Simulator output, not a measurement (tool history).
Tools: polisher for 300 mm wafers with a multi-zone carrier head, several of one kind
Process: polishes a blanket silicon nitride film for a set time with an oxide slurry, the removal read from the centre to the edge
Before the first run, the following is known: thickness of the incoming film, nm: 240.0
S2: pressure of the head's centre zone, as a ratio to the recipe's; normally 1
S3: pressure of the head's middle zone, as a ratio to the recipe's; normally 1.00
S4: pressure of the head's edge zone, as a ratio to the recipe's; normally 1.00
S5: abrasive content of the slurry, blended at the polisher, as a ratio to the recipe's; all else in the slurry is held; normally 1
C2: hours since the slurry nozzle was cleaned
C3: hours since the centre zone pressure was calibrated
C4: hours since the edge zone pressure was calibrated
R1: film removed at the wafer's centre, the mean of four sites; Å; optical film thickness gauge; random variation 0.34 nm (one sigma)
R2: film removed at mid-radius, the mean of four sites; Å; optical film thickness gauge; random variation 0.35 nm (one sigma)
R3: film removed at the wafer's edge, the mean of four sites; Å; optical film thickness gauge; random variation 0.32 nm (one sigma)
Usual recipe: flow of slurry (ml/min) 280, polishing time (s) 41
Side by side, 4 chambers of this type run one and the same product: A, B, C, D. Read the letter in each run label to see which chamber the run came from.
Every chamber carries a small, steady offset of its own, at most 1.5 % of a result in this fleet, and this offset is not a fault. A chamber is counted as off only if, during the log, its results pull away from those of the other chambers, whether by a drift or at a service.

At hour 2.7: chamber D: centre zone pressure recalibrated.
Run 1A, hour 5.4: usual settings; wafers polished on this pad 433; C2 423.8; C3 925.6; C4 500.3. Result: R1 282.80 Å, R2 284.89 Å, R3 281.72 Å.
At hour 7.4: chamber C: centre zone pressure recalibrated.
Run 2C, hour 12.8: usual settings; wafers polished on this pad 526; C2 134.6; C3 5.5; C4 417.5. Result: R1 279.40 Å, R2 287.82 Å, R3 285.06 Å.
At hour 16.6: chamber A: centre zone pressure recalibrated.
At hour 18.6: chamber D: worn pad replaced by a new one.
At hour 20.1: chamber B: slurry nozzle cleaned.
Run 3D, hour 20.8: usual settings; wafers polished on this pad 15; C2 634.3; C3 18.2; C4 416.7. Result: R1 285.36 Å, R2 289.57 Å, R3 285.51 Å.
Run 4B, hour 25.5: usual settings; wafers polished on this pad 387; C2 5.4; C3 788.7; C4 42.0. Result: R1 285.56 Å, R2 287.76 Å, R3 285.40 Å.
Run 5B, hour 33.2: usual settings but S3 0.94; wafers polished on this pad 440; C2 13.1; C3 796.4; C4 49.7. Result: R1 282.37 Å, R2 271.96 Å, R3 290.25 Å.
Run 6C, hour 42.2: usual settings but S3 0.94; wafers polished on this pad 731; C2 164.0; C3 34.9; C4 446.9. Result: R1 288.54 Å, R2 271.60 Å, R3 286.32 Å.
Run 7A, hour 48.7: usual settings but S3 0.94; wafers polished on this pad 734; C2 467.1; C3 32.2; C4 543.6. Result: R1 282.27 Å, R2 268.41 Å, R3 281.76 Å.
At hour 48.9: chamber B: worn pad replaced by a new one.
Run 8D, hour 55.1: usual settings but S3 0.94; wafers polished on this pad 253; C2 668.6; C3 52.5; C4 451.0. Result: R1 288.17 Å, R2 276.83 Å, R3 285.65 Å.
At hour 62.7: chamber A: worn pad replaced by a new one.
Run 9D, hour 64.0: usual settings; wafers polished on this pad 315; C2 677.5; C3 61.4; C4 459.9. Result: R1 283.86 Å, R2 286.33 Å, R3 282.74 Å.
Run 10B, hour 72.8: usual settings but flow of slurry (ml/min) 205; wafers polished on this pad 166; C2 52.7; C3 836.0; C4 89.3. Result: R1 279.12 Å, R2 277.54 Å, R3 277.17 Å.
Run 11A, hour 77.0: usual settings but flow of slurry (ml/min) 205; wafers polished on this pad 99; C2 495.4; C3 60.5; C4 571.9. Result: R1 274.62 Å, R2 269.35 Å, R3 273.05 Å.
Run 12C, hour 82.1: usual settings but flow of slurry (ml/min) 205; wafers polished on this pad 1008; C2 203.9; C3 74.8; C4 486.8. Result: R1 272.06 Å, R2 280.37 Å, R3 278.39 Å.
Run 13D, hour 90.0: usual settings but flow of slurry (ml/min) 205; wafers polished on this pad 496; C2 703.5; C3 87.4; C4 485.9. Result: R1 273.19 Å, R2 277.32 Å, R3 276.71 Å.
At hour 96.3: chamber D: worn pad replaced by a new one.
Run 14A, hour 97.3: usual settings; wafers polished on this pad 240; C2 515.7; C3 80.8; C4 592.2. Result: R1 280.07 Å, R2 280.07 Å, R3 288.45 Å.
Run 15C, hour 105.4: usual settings; wafers polished on this pad 1170; C2 227.2; C3 98.1; C4 510.1. Result: R1 291.85 Å, R2 285.09 Å, R3 285.92 Å.
At hour 107.4: chamber C: worn pad replaced by a new one.
At hour 109.6: chamber D: slurry nozzle cleaned.
Run 16B, hour 112.4: usual settings; wafers polished on this pad 442; C2 92.3; C3 875.6; C4 128.9. Result: R1 299.24 Å, R2 284.86 Å, R3 285.57 Å.
Run 17C, hour 121.1: usual settings; wafers polished on this pad 95; C2 242.9; C3 113.8; C4 525.8. Result: R1 290.70 Å, R2 287.95 Å, R3 285.45 Å.
At hour 122.7: chamber B: worn pad replaced by a new one.
Run 18D, hour 129.1: usual settings; wafers polished on this pad 228; C2 19.6; C3 126.5; C4 525.0. Result: R1 286.71 Å, R2 288.39 Å, R3 283.03 Å.
Run 19B, hour 134.4: usual settings; wafers polished on this pad 81; C2 114.3; C3 897.6; C4 150.9. Result: R1 307.73 Å, R2 285.02 Å, R3 283.19 Å.
Run 20A, hour 142.1: usual settings; wafers polished on this pad 552; C2 560.5; C3 125.6; C4 637.0. Result: R1 279.69 Å, R2 280.09 Å, R3 286.40 Å.
Run 21C, hour 147.2: usual settings; wafers polished on this pad 277; C2 269.0; C3 139.9; C4 551.9. Result: R1 286.63 Å, R2 284.81 Å, R3 286.21 Å.
At hour 151.0: chamber A: slurry nozzle cleaned.
Run 22D, hour 152.0: usual settings but S3 1.06, S4 1.05; wafers polished on this pad 387; C2 42.5; C3 149.4; C4 547.9. Result: R1 287.35 Å, R2 297.15 Å, R3 287.59 Å.
Run 23B, hour 157.6: usual settings but S3 1.06, S4 1.05; wafers polished on this pad 243; C2 137.5; C3 920.8; C4 174.1. Result: R1 311.72 Å, R2 300.30 Å, R3 299.09 Å.
Run 24A, hour 162.5: usual settings but S3 1.06, S4 1.05; wafers polished on this pad 694; C2 11.6; C3 146.0; C4 657.4. Result: R1 286.04 Å, R2 299.57 Å, R3 296.18 Å.
Run 25C, hour 167.4: usual settings but S3 1.06, S4 1.05; wafers polished on this pad 417; C2 289.2; C3 160.1; C4 572.1. Result: R1 287.26 Å, R2 307.46 Å, R3 294.40 Å.
Run 26A, hour 173.2: usual settings; wafers polished on this pad 768; C2 22.3; C3 156.7; C4 668.1. Result: R1 290.97 Å, R2 281.41 Å, R3 283.85 Å.

Decide between three cases: one chamber stands off from its peers, the gauge reading all wafers drifts, or nothing is wrong past each chamber's small offset. Where a chamber is off, say which and what most likely put it there.

Chamber B drifts away from the others.
What lies behind it: centre zone's pressure above its setpoint, % = 11.3.

Here are 4 candidates for chamber B's next run, each the usual settings with a change, their results left as question marks. Which one brings its results back in line with what the others give on the usual settings?
Counts as in line when no further than this from what the other chambers average on the usual settings: R1 12.00 Å; R2 12.00 Å; R3 11.00 Å
Run 27B-1, hour 179.8: usual settings but flow of slurry (ml/min) 270, S2 0.85, S3 1.04, S4 1.05, polishing time (s) 40. Result: R1 ?, R2 ?, R3 ?.
Run 27B-2, hour 179.8: usual settings but flow of slurry (ml/min) 285, S2 1.09, S3 0.98, S4 0.97, polishing time (s) 42. Result: R1 ?, R2 ?, R3 ?.
Run 27B-3, hour 179.8: usual settings but flow of slurry (ml/min) 290, S2 1.16, S3 0.95, S4 0.95, polishing time (s) 43. Result: R1 ?, R2 ?, R3 ?.
Run 27B-4, hour 179.8: usual settings but flow of slurry (ml/min) 275, S2 0.91, S3 1.02, S4 1.03, polishing time (s) 40. Result: R1 ?, R2 ?, R3 ?.

Mean of the other chambers on the usual settings: R1 285.81 Å; R2 286.89 Å; R3 285.30 Å
  run      R1      R2      R3
27B-1  263.68  289.29  285.63
27B-2  365.30  288.61  289.30
27B-3  400.62  287.46  293.59
27B-4  284.81  284.55  283.25
Change 27B-4 lands the chamber within the allowed miss of the other chambers.
